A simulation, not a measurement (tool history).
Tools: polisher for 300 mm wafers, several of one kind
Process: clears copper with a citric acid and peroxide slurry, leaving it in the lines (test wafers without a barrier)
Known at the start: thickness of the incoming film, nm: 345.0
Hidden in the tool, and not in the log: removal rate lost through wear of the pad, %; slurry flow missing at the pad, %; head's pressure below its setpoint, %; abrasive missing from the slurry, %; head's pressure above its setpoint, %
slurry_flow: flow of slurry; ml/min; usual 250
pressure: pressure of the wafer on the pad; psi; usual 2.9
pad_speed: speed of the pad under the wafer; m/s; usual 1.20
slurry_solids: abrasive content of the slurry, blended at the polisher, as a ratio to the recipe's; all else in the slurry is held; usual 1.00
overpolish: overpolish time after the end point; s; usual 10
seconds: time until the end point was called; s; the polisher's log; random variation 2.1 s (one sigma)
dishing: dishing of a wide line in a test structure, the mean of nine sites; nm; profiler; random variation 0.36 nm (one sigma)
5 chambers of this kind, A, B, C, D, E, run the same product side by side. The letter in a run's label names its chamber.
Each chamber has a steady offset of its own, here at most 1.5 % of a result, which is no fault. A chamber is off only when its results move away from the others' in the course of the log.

run   hour  slurry_flow  pressure  pad_speed  slurry_solids  overpolish  wafers polished on this pad  hours since the slurry nozzle was cleaned  hours since the head pressure was calibrated  hours since the slurry blender was calibrated  seconds  dishing
 1A    3.7          250       2.9       1.20           1.00          10                          652                                      457.0                                         949.2                                           59.0   142.11   17.970
 2D    5.7          250       2.9       1.20           1.00          10                          313                                      135.9                                         647.5                                          355.4   146.06   17.778
 3E   10.0          250       2.9       1.20           1.00          10                          282                                      178.6                                         333.4                                           51.5   147.34   17.550
      10.8  -- chamber C: head pressure recalibrated
 4B   13.7          250       2.9       1.20           1.00          10                          203                                       53.1                                         752.8                                           62.8   140.63   17.848
 5C   18.1          250       2.3       1.20           1.15          10                          347                                      259.1                                           7.3                                          173.2   173.91   15.168
      19.7  -- chamber C: slurry nozzle cleaned
 6D   20.6          250       2.3       1.20           1.15          10                          437                                      150.8                                         662.4                                          370.3   174.58   14.910
 7C   23.2          250       2.3       1.20           1.15          10                          390                                        3.6                                          12.4                                          178.3   173.74   15.071
 8E   26.8          250       2.3       1.20           1.15          10                          422                                      195.4                                         350.2                                           68.3   173.28   14.784
 9A   30.4          250       2.3       1.20           1.15          10                          874                                      483.7                                         975.9                                           85.7   174.75   14.659
10B   33.3          250       2.9       1.20           1.00          10                          366                                       72.7                                         772.4                                           82.4   140.61   17.369
11C   36.3          250       2.9       1.50           1.20          10                          499                                       16.7                                          25.5                                          191.4   115.37   22.439
12A   39.2          250       2.9       1.50           1.20          10                          947                                      492.5                                         984.7                                           94.5   110.70   22.588
13B   41.3          250       2.9       1.50           1.20          10                          433                                       80.7                                         780.4                                           90.4   109.53   22.886
      42.3  -- chamber B: slurry blender recalibrated
      43.3  -- chamber A: worn pad replaced by a new one
14D   43.7          250       2.9       1.50           1.20          10                          629                                      173.9                                         685.5                                          393.4   112.23   23.742
15E   47.0          250       2.9       1.50           1.20          10                          590                                      215.6                                         370.4                                           88.5   111.13   23.342
16C   49.7          250       2.9       1.20           1.00          10                          610                                       30.1                                          38.9                                          204.8   148.34   17.477
17A   52.6          250       2.9       1.20           1.00          10                           77                                      505.9                                         998.1                                          107.9   145.57   18.186
      54.4  -- chamber D: worn pad replaced by a new one
18E   56.1          250       2.9       1.20           1.00          10                          666                                      224.7                                         379.5                                           97.6   144.84   17.510
19D   58.2          250       2.9       1.20           1.00          10                           31                                      188.4                                         700.0                                          407.9   142.67   17.602
20B   61.1          250       2.9       1.20           1.00          10                          598                                      100.5                                         800.2                                           18.9   139.97   18.067
21A   63.4          250       2.9       1.20           1.00          10                          167                                      516.7                                        1008.9                                          118.7   149.56   17.514
      63.7  -- chamber A: slurry blender recalibrated
22B   65.7          250       2.9       1.20           1.00          10                          636                                      105.1                                         804.8                                           23.5   144.34   17.881
23C   68.8          250       2.9       1.20           1.00          10                          769                                       49.2                                          58.0                                          223.9   143.97   17.805
      69.7  -- chamber E: worn pad replaced by a new one
      69.9  -- chamber C: slurry blender recalibrated
24E   73.1          250       2.9       1.20           1.00          10                           29                                      241.7                                         396.5                                          114.6   141.77   17.804
25D   75.5          250       2.9       1.20           1.00          10                          175                                      205.7                                         717.3                                          425.2   147.01   17.877
26B   77.4          250       2.9       1.20           1.00          10                          733                                      116.8                                         816.5                                           35.2   140.88   17.410
27D   81.7          250       2.9       1.20           1.00          10                          227                                      211.9                                         723.5                                          431.4   144.04   18.408
      85.4  -- chamber E: slurry blender recalibrated
28E   85.7          250       2.9       1.20           1.00          10                          133                                      254.3                                         409.1                                            0.3   142.91   17.786
      88.1  -- chamber B: worn pad replaced by a new one
29A   89.8          250       2.9       1.20           1.00          10                          387                                      543.1                                        1035.3                                           26.2   153.76   16.668
30C   93.0          250       2.9       1.20           1.00          10                          971                                       73.4                                          82.2                                           23.1   144.71   17.506
31C   95.3          250       2.9       1.20           1.00          10                          990                                       75.7                                          84.5                                           25.4   145.42   18.153
32E   98.6          250       2.9       1.20           1.00          10                          241                                      267.2                                         422.0                                           13.2   142.44   16.906
33B  102.7          250       2.9       1.20           1.00          10                          121                                      142.1                                         841.8                                           60.5   142.67   17.874
34D  106.3          250       2.9       1.52           1.00          10                          432                                      236.5                                         748.1                                          456.0   114.97   22.317
     107.1  -- chamber E: slurry nozzle cleaned
35A  110.6          250       2.9       1.52           1.00          10                          560                                      563.9                                        1056.1                                           47.0   123.64   20.208
36D  113.6          250       2.9       1.52           1.00          10                          492                                      243.8                                         755.4                                          463.3   111.29   22.340
37C  117.8          250       2.9       1.52           1.00          10                         1177                                       98.2                                         107.0                                           47.9   115.28   22.742
38E  122.0          250       2.9       1.52           1.00          10                          436                                       14.9                                         445.4                                           36.6   115.59   21.925
39A  125.4          250       2.9       1.20           1.00          10                          683                                      578.7                                        1070.9                                           61.8   161.77   16.171
40B  128.4          250       2.9       1.20           1.00          10                          335                                      167.8                                         867.5                                           86.2   139.13   17.446
41A  131.5          250       3.6       1.20           1.00          10                          734                                      584.8                                        1077.0                                           67.9   129.22   20.113

What goes on in this fleet: one chamber off, a drifting gauge, or nothing beyond the chambers' own small offsets? Name the chamber and the cause, if any.

Chamber A drifts away from the others.
Cause: head's pressure below its setpoint, % = 10.3.

Here are 4 candidates for chamber A's next run, each the usual settings with a change, their results left as question marks. Which one brings its results back in line with what the others give on the usual settings?
In line means no further than this from the other chambers' mean on the usual settings: seconds 7.30 s; dishing 1.300 nm
42A-1  134.6          245       2.6       1.08           1.00          10                                                                                                                                                                             ?        ?
42A-2  134.6          255       3.2       1.32           1.00          10                                                                                                                                                                             ?        ?
42A-3  134.6          250       3.1       1.26           1.00          10                                                                                                                                                                             ?        ?
42A-4  134.6          250       2.7       1.14           1.00          10                                                                                                                                                                             ?        ?

The other chambers' mean on the usual settings: seconds 144.04 s; dishing 17.897 nm
  run  seconds  dishing
42A-1   200.84   12.955
42A-2   133.76   19.057
42A-3   144.83   17.685
42A-4   183.10   14.149
42A-3 brings the chamber back in line.
